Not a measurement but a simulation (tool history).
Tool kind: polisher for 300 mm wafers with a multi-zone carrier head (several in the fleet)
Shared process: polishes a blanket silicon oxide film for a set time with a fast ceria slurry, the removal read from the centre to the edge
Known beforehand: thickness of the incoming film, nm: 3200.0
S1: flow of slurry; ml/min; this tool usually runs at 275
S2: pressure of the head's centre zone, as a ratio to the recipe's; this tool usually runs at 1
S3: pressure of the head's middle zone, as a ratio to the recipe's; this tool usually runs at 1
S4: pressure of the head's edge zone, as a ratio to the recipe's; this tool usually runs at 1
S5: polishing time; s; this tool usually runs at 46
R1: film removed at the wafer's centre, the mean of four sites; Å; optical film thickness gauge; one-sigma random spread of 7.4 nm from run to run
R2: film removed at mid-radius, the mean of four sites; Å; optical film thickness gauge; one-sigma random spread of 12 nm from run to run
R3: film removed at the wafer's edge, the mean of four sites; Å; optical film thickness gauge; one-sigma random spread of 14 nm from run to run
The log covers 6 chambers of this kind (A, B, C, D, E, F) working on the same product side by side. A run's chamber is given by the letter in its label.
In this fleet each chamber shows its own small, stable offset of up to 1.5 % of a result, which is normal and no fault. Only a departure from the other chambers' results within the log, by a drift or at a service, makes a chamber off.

{"run": "1D", "hour": 8.8, "S1": 275, "S2": 1, "S3": 1, "S4": 1, "S5": 46, "R1": 9329.6, "R2": 9242, "R3": 9159.9}
{"hour": 10.9, "done": "chamber B: worn pad replaced by a new one"}
{"run": "2E", "hour": 16.2, "S1": 275, "S2": 1, "S3": 1, "S4": 1, "S5": 46, "R1": 9117.8, "R2": 9259.2, "R3": 9128.5}
{"hour": 19.3, "done": "chamber C: worn pad replaced by a new one"}
{"hour": 25.2, "done": "chamber E: worn pad replaced by a new one"}
{"run": "3B", "hour": 26.4, "S1": 275, "S2": 1, "S3": 1, "S4": 1, "S5": 46, "R1": 9188.8, "R2": 9176.2, "R3": 9363.5}
{"hour": 28.6, "done": "chamber F: slurry nozzle cleaned"}
{"run": "4C", "hour": 33.0, "S1": 275, "S2": 1, "S3": 1, "S4": 1, "S5": 46, "R1": 9073, "R2": 9101.5, "R3": 9273}
{"run": "5A", "hour": 40.1, "S1": 275, "S2": 1, "S3": 1, "S4": 1, "S5": 46, "R1": 9280.3, "R2": 9435.3, "R3": 9125.2}
{"hour": 45.7, "done": "chamber F: worn pad replaced by a new one"}
{"hour": 50.5, "done": "chamber A: worn pad replaced by a new one"}
{"run": "6F", "hour": 51.2, "S1": 275, "S2": 1, "S3": 1, "S4": 1, "S5": 46, "R1": 9136.8, "R2": 9309.9, "R3": 9187.2}
{"hour": 55.0, "done": "chamber C: slurry nozzle cleaned"}
{"hour": 57.6, "done": "chamber B: centre zone pressure recalibrated"}
{"run": "7D", "hour": 60.3, "S1": 275, "S2": 1, "S3": 1, "S4": 1, "S5": 46, "R1": 9385.2, "R2": 9058.3, "R3": 9539.2}
{"hour": 64.5, "done": "chamber D: worn pad replaced by a new one"}
{"hour": 68.0, "done": "chamber D: centre zone pressure recalibrated"}
{"run": "8C", "hour": 70.8, "S1": 275, "S2": 1, "S3": 1, "S4": 1, "S5": 46, "R1": 9269.8, "R2": 9293.9, "R3": 9215.1}
{"run": "9E", "hour": 77.9, "S1": 275, "S2": 1, "S3": 1, "S4": 1, "S5": 46, "R1": 9228.8, "R2": 9231, "R3": 8957.8}
{"hour": 79.6, "done": "chamber B: worn pad replaced by a new one"}
{"run": "10B", "hour": 86.3, "S1": 275, "S2": 1, "S3": 1, "S4": 1, "S5": 46, "R1": 9193.2, "R2": 8996.1, "R3": 9005.3}
{"hour": 89.7, "done": "chamber C: worn pad replaced by a new one"}
{"hour": 90.6, "done": "chamber B: slurry nozzle cleaned"}
{"hour": 91.7, "done": "chamber E: worn pad replaced by a new one"}
{"run": "11F", "hour": 99.2, "S1": 275, "S2": 1, "S3": 1, "S4": 1, "S5": 46, "R1": 9098.3, "R2": 9621.4, "R3": 9657.7}
{"run": "12A", "hour": 109.4, "S1": 310, "S2": 1, "S3": 1, "S4": 0.93, "S5": 46, "R1": 9437.7, "R2": 9438.4, "R3": 8773.5}
{"run": "13C", "hour": 116.3, "S1": 310, "S2": 1, "S3": 1, "S4": 0.93, "S5": 46, "R1": 9393.8, "R2": 9276.8, "R3": 9075.9}
{"hour": 118.3, "done": "chamber A: worn pad replaced by a new one"}
{"hour": 124.1, "done": "chamber A: slurry nozzle cleaned"}
{"run": "14F", "hour": 128.2, "S1": 310, "S2": 1, "S3": 1, "S4": 0.93, "S5": 46, "R1": 9249.6, "R2": 9606.9, "R3": 8966.6}
{"run": "15E", "hour": 140.9, "S1": 310, "S2": 1, "S3": 1, "S4": 0.93, "S5": 46, "R1": 9261.1, "R2": 9471.1, "R3": 9077.4}
{"run": "16B", "hour": 149.2, "S1": 310, "S2": 1, "S3": 1, "S4": 0.93, "S5": 46, "R1": 9472.7, "R2": 9489.1, "R3": 8916.1}
{"hour": 150.8, "done": "chamber F: worn pad replaced by a new one"}
{"hour": 156.9, "done": "chamber D: worn pad replaced by a new one"}
{"hour": 158.4, "done": "chamber B: worn pad replaced by a new one"}
{"run": "17D", "hour": 161.2, "S1": 310, "S2": 1, "S3": 1, "S4": 0.93, "S5": 46, "R1": 9616.2, "R2": 9351.4, "R3": 8997.8}
{"run": "18A", "hour": 169.6, "S1": 275, "S2": 1, "S3": 1, "S4": 1, "S5": 46, "R1": 9225.1, "R2": 9144.8, "R3": 9281}
{"hour": 176.8, "done": "chamber C: worn pad replaced by a new one"}
{"hour": 179.6, "done": "chamber E: worn pad replaced by a new one"}
{"run": "19F", "hour": 183.0, "S1": 275, "S2": 1, "S3": 1, "S4": 1, "S5": 46, "R1": 9144.7, "R2": 9149, "R3": 9358.2}
{"hour": 188.9, "done": "chamber A: worn pad replaced by a new one"}
{"run": "20A", "hour": 191.2, "S1": 275, "S2": 1, "S3": 1, "S4": 1, "S5": 46, "R1": 9218.6, "R2": 9303.6, "R3": 9222.8}
{"run": "21E", "hour": 201.6, "S1": 275, "S2": 1, "S3": 1, "S4": 1, "S5": 46, "R1": 9233.2, "R2": 9202.3, "R3": 9326.2}
{"run": "22D", "hour": 210.5, "S1": 275, "S2": 1, "S3": 1, "S4": 1, "S5": 46, "R1": 9378.4, "R2": 9306.7, "R3": 9301.6}
{"run": "23B", "hour": 221.7, "S1": 275, "S2": 1, "S3": 1, "S4": 1, "S5": 46, "R1": 9194.8, "R2": 9018.6, "R3": 9248.1}
{"hour": 226.9, "done": "chamber B: worn pad replaced by a new one"}
{"run": "24C", "hour": 228.7, "S1": 215, "S2": 0.89, "S3": 1, "S4": 1, "S5": 46, "R1": 7804.4, "R2": 9015.8, "R3": 9026}
{"hour": 230.2, "done": "chamber F: worn pad replaced by a new one"}
{"hour": 233.6, "done": "chamber F: slurry nozzle cleaned"}
{"hour": 235.7, "done": "chamber D: worn pad replaced by a new one"}
{"run": "25C", "hour": 241.0, "S1": 215, "S2": 0.89, "S3": 1, "S4": 1, "S5": 46, "R1": 7836.4, "R2": 8985.7, "R3": 9027.8}
{"hour": 250.2, "done": "chamber E: worn pad replaced by a new one"}
{"run": "26E", "hour": 251.9, "S1": 215, "S2": 0.89, "S3": 1, "S4": 1, "S5": 46, "R1": 7879.5, "R2": 9017.8, "R3": 9175}
{"hour": 253.3, "done": "chamber C: worn pad replaced by a new one"}
{"hour": 256.5, "done": "chamber D: edge zone pressure recalibrated"}
{"hour": 264.2, "done": "chamber A: worn pad replaced by a new one"}
{"run": "27F", "hour": 265.0, "S1": 215, "S2": 0.89, "S3": 1, "S4": 1, "S5": 46, "R1": 7413.7, "R2": 9014.7, "R3": 9293.3}
{"run": "28D", "hour": 275.0, "S1": 215, "S2": 0.89, "S3": 1, "S4": 1, "S5": 46, "R1": 8055.3, "R2": 9101.1, "R3": 9011.3}
{"run": "29B", "hour": 282.2, "S1": 215, "S2": 0.89, "S3": 1, "S4": 1, "S5": 46, "R1": 7904.3, "R2": 8908.1, "R3": 8970.5}
{"hour": 289.6, "done": "chamber A: edge zone pressure recalibrated"}
{"run": "30A", "hour": 293.6, "S1": 310, "S2": 1, "S3": 1, "S4": 1, "S5": 46, "R1": 9377, "R2": 9478.8, "R3": 9129.4}
{"hour": 294.4, "done": "chamber B: worn pad replaced by a new one"}
{"run": "31D", "hour": 301.3, "S1": 310, "S2": 1, "S3": 1, "S4": 1, "S5": 46, "R1": 9473, "R2": 9569.4, "R3": 9287}
{"run": "32B", "hour": 309.2, "S1": 310, "S2": 1, "S3": 1, "S4": 1, "S5": 46, "R1": 9229.8, "R2": 9202.7, "R3": 9420.9}
{"run": "33F", "hour": 317.0, "S1": 310, "S2": 1, "S3": 1, "S4": 1, "S5": 46, "R1": 8789.4, "R2": 9435.9, "R3": 9336.3}
{"hour": 322.4, "done": "chamber C: centre zone pressure recalibrated"}
{"run": "34A", "hour": 327.4, "S1": 310, "S2": 1, "S3": 1, "S4": 1, "S5": 46, "R1": 9327, "R2": 9300.3, "R3": 9179}
{"hour": 329.6, "done": "chamber A: worn pad replaced by a new one"}
{"hour": 332.1, "done": "chamber F: worn pad replaced by a new one"}
{"hour": 333.6, "done": "chamber E: worn pad replaced by a new one"}
{"hour": 335.5, "done": "chamber C: worn pad replaced by a new one"}
{"run": "35E", "hour": 336.8, "S1": 310, "S2": 1, "S3": 1, "S4": 1, "S5": 46, "R1": 9168.5, "R2": 9518.3, "R3": 9304.5}
{"run": "36C", "hour": 346.2, "S1": 315, "S2": 1, "S3": 1, "S4": 1, "S5": 58, "R1": 11667, "R2": 11870, "R3": 11793}
{"hour": 347.5, "done": "chamber E: slurry nozzle cleaned"}
{"run": "37A", "hour": 358.5, "S1": 315, "S2": 1, "S3": 1, "S4": 1, "S5": 58, "R1": 12056, "R2": 11789, "R3": 11695}
{"run": "38E", "hour": 371.7, "S1": 315, "S2": 1, "S3": 1, "S4": 1, "S5": 58, "R1": 11736, "R2": 12133, "R3": 11525}
{"run": "39F", "hour": 384.3, "S1": 315, "S2": 1, "S3": 1, "S4": 1, "S5": 58, "R1": 10713, "R2": 11928, "R3": 12088}

Next, all 6 chambers run the settings below, one line each with question marks for the results. What does each chamber give?
{"run": "40A", "hour": 394.1, "S1": 275, "S2": 1, "S3": 1, "S4": 1.12, "S5": 46, "R1": "?", "R2": "?", "R3": "?"}
{"run": "40B", "hour": 394.1, "S1": 275, "S2": 1, "S3": 1, "S4": 1.12, "S5": 46, "R1": "?", "R2": "?", "R3": "?"}
{"run": "40C", "hour": 394.1, "S1": 275, "S2": 1, "S3": 1, "S4": 1.12, "S5": 46, "R1": "?", "R2": "?", "R3": "?"}
{"run": "40D", "hour": 394.1, "S1": 275, "S2": 1, "S3": 1, "S4": 1.12, "S5": 46, "R1": "?", "R2": "?", "R3": "?"}
{"run": "40E", "hour": 394.1, "S1": 275, "S2": 1, "S3": 1, "S4": 1.12, "S5": 46, "R1": "?", "R2": "?", "R3": "?"}
{"run": "40F", "hour": 394.1, "S1": 275, "S2": 1, "S3": 1, "S4": 1.12, "S5": 46, "R1": "?", "R2": "?", "R3": "?"}

run=40A R1=9226.6 R2=9174.2 R3=9787.8
run=40B R1=9181.5 R2=9141.8 R3=9848
run=40C R1=9180.9 R2=9051.6 R3=9664
run=40D R1=9401.1 R2=9095.3 R3=9692.1
run=40E R1=9280 R2=9275.4 R3=9704.6
run=40F R1=8369.1 R2=9426.8 R3=9953.8

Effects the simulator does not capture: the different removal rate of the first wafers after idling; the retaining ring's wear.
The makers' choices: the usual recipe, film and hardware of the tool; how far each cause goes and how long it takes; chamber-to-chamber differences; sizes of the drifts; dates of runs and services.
